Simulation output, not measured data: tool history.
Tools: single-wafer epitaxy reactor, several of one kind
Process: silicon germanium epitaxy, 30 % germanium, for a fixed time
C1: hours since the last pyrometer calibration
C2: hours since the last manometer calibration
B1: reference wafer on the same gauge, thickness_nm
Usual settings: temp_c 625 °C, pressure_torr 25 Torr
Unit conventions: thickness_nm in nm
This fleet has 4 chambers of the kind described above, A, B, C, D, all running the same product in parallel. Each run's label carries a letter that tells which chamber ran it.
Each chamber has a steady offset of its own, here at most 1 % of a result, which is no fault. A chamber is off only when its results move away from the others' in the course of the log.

{"run": "1A", "day": 0.292, "temp_c": 625, "pressure_torr": 25, "C1": 637.3, "C2": 116.2, "B1": 81.019, "thickness_nm": 100.24}
{"run": "2B", "day": 0.788, "temp_c": 625, "pressure_torr": 25, "C1": 1745.6, "C2": 1120.8, "B1": 80.985, "thickness_nm": 101.3}
{"run": "3C", "day": 1.033, "temp_c": 625, "pressure_torr": 25, "C1": 519.6, "C2": 1721, "B1": 80.979, "thickness_nm": 100.72}
{"run": "4D", "day": 1.496, "temp_c": 625, "pressure_torr": 25, "C1": 640.6, "C2": 374.3, "B1": 81.031, "thickness_nm": 100.61}
{"run": "5B", "day": 1.992, "temp_c": 625, "pressure_torr": 25, "C1": 1774.5, "C2": 1149.7, "B1": 80.986, "thickness_nm": 101.51}
{"run": "6A", "day": 2.275, "temp_c": 625, "pressure_torr": 25, "C1": 684.9, "C2": 163.8, "B1": 81.02, "thickness_nm": 100.74}
{"run": "7D", "day": 2.696, "temp_c": 625, "pressure_torr": 25, "C1": 669.4, "C2": 403.1, "B1": 80.956, "thickness_nm": 100.36}
{"run": "8C", "day": 3.075, "temp_c": 625, "pressure_torr": 25, "C1": 568.6, "C2": 1770, "B1": 81.051, "thickness_nm": 100.13}
{"run": "9C", "day": 3.521, "temp_c": 625, "pressure_torr": 25, "C1": 579.3, "C2": 1780.7, "B1": 81.016, "thickness_nm": 100.49}
{"day": 3.692, "done": "chamber B: pyrometer calibrated"}
{"run": "10A", "day": 3.958, "temp_c": 625, "pressure_torr": 25, "C1": 725.3, "C2": 204.2, "B1": 81.026, "thickness_nm": 100.14}
{"run": "11D", "day": 4.179, "temp_c": 625, "pressure_torr": 25, "C1": 705, "C2": 438.7, "B1": 81.032, "thickness_nm": 100.37}
{"run": "12B", "day": 4.633, "temp_c": 625, "pressure_torr": 25, "C1": 22.7, "C2": 1213.1, "B1": 81.047, "thickness_nm": 104.26}
{"run": "13A", "day": 5.042, "temp_c": 625, "pressure_torr": 25, "C1": 751.3, "C2": 230.2, "B1": 81.041, "thickness_nm": 100.06}
{"run": "14B", "day": 5.446, "temp_c": 625, "pressure_torr": 25, "C1": 42.2, "C2": 1232.6, "B1": 80.929, "thickness_nm": 104.81}
{"run": "15C", "day": 5.925, "temp_c": 625, "pressure_torr": 25, "C1": 637, "C2": 1838.4, "B1": 80.986, "thickness_nm": 100.93}
{"run": "16D", "day": 6.258, "temp_c": 625, "pressure_torr": 25, "C1": 754.9, "C2": 488.6, "B1": 81.046, "thickness_nm": 100.34}
{"run": "17D", "day": 6.654, "temp_c": 625, "pressure_torr": 25, "C1": 764.4, "C2": 498.1, "B1": 81.026, "thickness_nm": 99.872}
{"run": "18A", "day": 7.017, "temp_c": 625, "pressure_torr": 25, "C1": 798.7, "C2": 277.6, "B1": 81.003, "thickness_nm": 100.26}
{"run": "19B", "day": 7.408, "temp_c": 635, "pressure_torr": 22.2, "C1": 89.3, "C2": 1279.7, "B1": 81.023, "thickness_nm": 117.65}
{"run": "20C", "day": 7.65, "temp_c": 635, "pressure_torr": 22.2, "C1": 678.4, "C2": 1879.8, "B1": 80.918, "thickness_nm": 114.37}
{"day": 7.821, "done": "chamber B: capacitance manometer re-zeroed and calibrated"}
{"run": "21C", "day": 8.083, "temp_c": 635, "pressure_torr": 22.2, "C1": 688.8, "C2": 1890.2, "B1": 81.07, "thickness_nm": 113.58}
{"run": "22A", "day": 8.388, "temp_c": 635, "pressure_torr": 22.2, "C1": 831.6, "C2": 310.5, "B1": 81.081, "thickness_nm": 113.21}
{"run": "23D", "day": 8.642, "temp_c": 625, "pressure_torr": 25, "C1": 812.1, "C2": 545.8, "B1": 81.093, "thickness_nm": 100.85}
{"run": "24B", "day": 8.992, "temp_c": 625, "pressure_torr": 25, "C1": 127.3, "C2": 28.1, "B1": 81.045, "thickness_nm": 103.87}
{"run": "25D", "day": 9.212, "temp_c": 620, "pressure_torr": 25, "C1": 825.8, "C2": 559.5, "B1": 81.032, "thickness_nm": 92.509}

One chamber off, gauge drift, or nothing amiss beyond the chambers' own small offsets? If it is a chamber, which one, and what is the likeliest cause?

A service on chamber B put it out of line with the rest.
Cause: wafer temperature above the value expected at the setpoint (K) = 1.5.

Below are 4 candidate recipes for chamber B's next run, each the usual settings with a change, their results shown as question marks. Which of them brings B's results back in line with what the other chambers give on the usual settings?
Allowed miss from the other chambers' usual-settings mean, per result, to count as in line: thickness_nm 1.2 nm
{"run": "26B-1", "day": 9.571, "temp_c": 625, "pressure_torr": 21.5, "thickness_nm": "?"}
{"run": "26B-2", "day": 9.571, "temp_c": 625, "pressure_torr": 22.9, "thickness_nm": "?"}
{"run": "26B-3", "day": 9.571, "temp_c": 625, "pressure_torr": 27.1, "thickness_nm": "?"}
{"run": "26B-4", "day": 9.571, "temp_c": 628, "pressure_torr": 25.6, "thickness_nm": "?"}

On the usual settings, the other chambers give on average: thickness_nm 100.38 nm
run=26B-1 thickness_nm=97.613
run=26B-2 thickness_nm=100.19
run=26B-3 thickness_nm=107.39
run=26B-4 thickness_nm=110.47
Change 26B-2 lands the chamber within the allowed miss of the other chambers.

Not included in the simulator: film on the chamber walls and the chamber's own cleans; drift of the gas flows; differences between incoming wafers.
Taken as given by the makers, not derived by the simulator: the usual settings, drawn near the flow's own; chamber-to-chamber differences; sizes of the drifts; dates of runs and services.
